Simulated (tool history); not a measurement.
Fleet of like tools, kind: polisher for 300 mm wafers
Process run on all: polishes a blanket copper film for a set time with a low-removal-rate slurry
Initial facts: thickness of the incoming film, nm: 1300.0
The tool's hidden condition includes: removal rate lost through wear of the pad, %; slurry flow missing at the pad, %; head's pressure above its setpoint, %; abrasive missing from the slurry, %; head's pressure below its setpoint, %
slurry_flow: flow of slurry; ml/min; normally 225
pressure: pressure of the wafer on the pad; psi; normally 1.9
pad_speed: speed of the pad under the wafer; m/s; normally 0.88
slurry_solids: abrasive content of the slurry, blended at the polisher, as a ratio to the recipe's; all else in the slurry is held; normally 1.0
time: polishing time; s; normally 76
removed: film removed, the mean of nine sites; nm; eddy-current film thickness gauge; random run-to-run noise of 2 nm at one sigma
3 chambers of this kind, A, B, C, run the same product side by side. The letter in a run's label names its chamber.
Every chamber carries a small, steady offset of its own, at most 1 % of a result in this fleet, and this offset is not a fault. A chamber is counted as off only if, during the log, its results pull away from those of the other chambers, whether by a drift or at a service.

run	day	slurry_flow	pressure	pad_speed	slurry_solids	time	wafers polished on this pad	hours since the slurry nozzle was cleaned	hours since the head pressure was calibrated	hours since the slurry blender was calibrated	removed
1B	0.171	225	1.9	0.88	1.0	76	713	429.5	467.0	158.6	157.200
2C	0.300	225	1.9	0.88	1.0	76	683	477.9	383.0	181.3	156.140
3A	0.467	225	1.9	0.88	1.0	76	1222	333.3	1138.4	73.4	148.830
4C	0.612	225	1.9	0.88	1.0	76	762	485.4	390.5	188.8	158.390
# day 0.642: chamber A: worn pad replaced by a new one
# day 0.708: chamber C: worn pad replaced by a new one
5B	0.767	225	1.9	0.88	1.0	76	864	443.8	481.3	172.9	158.280
# day 0.883: chamber B: worn pad replaced by a new one
6A	0.942	225	1.9	0.88	1.0	76	76	344.7	1149.8	84.8	152.760
7B	1.029	225	1.9	1.04	1.3	76	37	450.1	487.6	179.2	194.540
8C	1.154	225	1.9	1.04	1.3	76	113	498.4	403.5	201.8	194.800
9A	1.242	225	1.9	1.04	1.3	76	151	351.9	1157.0	92.0	194.490
10A	1.388	225	1.9	0.88	1.0	76	188	355.4	1160.5	95.5	155.350
# day 1.412: chamber C: head pressure recalibrated
11C	1.546	225	1.9	0.88	1.0	76	211	507.8	3.3	211.2	143.220
12B	1.675	225	1.9	0.88	1.0	76	199	465.6	503.1	194.7	156.550
13C	1.771	225	1.9	0.88	1.0	76	268	513.2	8.7	216.6	145.940
14A	1.896	225	1.9	0.88	1.0	76	316	367.6	1172.7	107.7	157.300
15B	2.021	225	1.9	0.88	1.0	76	287	473.9	511.4	203.0	156.060
16C	2.171	225	1.3	0.88	0.9	76	369	522.8	18.3	226.2	98.298
17A	2.329	225	1.3	0.88	0.9	76	425	378.0	1183.1	118.1	104.250
18B	2.475	225	1.3	0.88	0.9	76	401	484.8	522.3	213.9	103.390
19C	2.575	225	1.9	0.88	1.0	76	471	532.5	28.0	235.9	145.420
20B	2.708	225	1.9	0.88	1.0	76	460	490.4	527.9	219.5	153.480
21A	2.833	225	1.9	0.88	1.0	76	553	390.1	1195.2	130.2	152.880
# day 2.846: chamber A: slurry blender recalibrated
22B	3.004	225	1.9	0.88	1.0	76	534	497.5	535.0	226.6	153.010
23C	3.104	225	1.9	0.88	1.0	76	604	545.2	40.7	248.6	145.100
# day 3.200: chamber C: worn pad replaced by a new one
24A	3.229	225	1.9	0.88	1.0	76	652	399.6	1204.7	9.3	153.620
25B	3.408	225	1.9	0.88	1.0	76	636	507.2	544.7	236.3	157.360
26C	3.504	195	1.9	0.88	1.0	76	76	554.8	50.3	258.2	144.850
# day 3.629: chamber C: slurry blender recalibrated
27A	3.688	195	1.9	0.88	1.0	76	768	410.6	1215.7	20.3	147.970
28A	3.771	195	1.9	0.88	1.0	76	789	412.6	1217.7	22.3	150.050
29C	3.929	225	1.9	0.88	1.0	76	183	565.0	60.5	7.2	148.170

All chambers now run identical settings, listed one chamber a line with results as question marks. What results will each chamber show?
30A	4.062	225	1.9	0.76	1.0	76					?
30B	4.062	225	1.9	0.76	1.0	76					?
30C	4.062	225	1.9	0.76	1.0	76					?

run	removed
30A	130.350
30B	134.650
30C	127.490
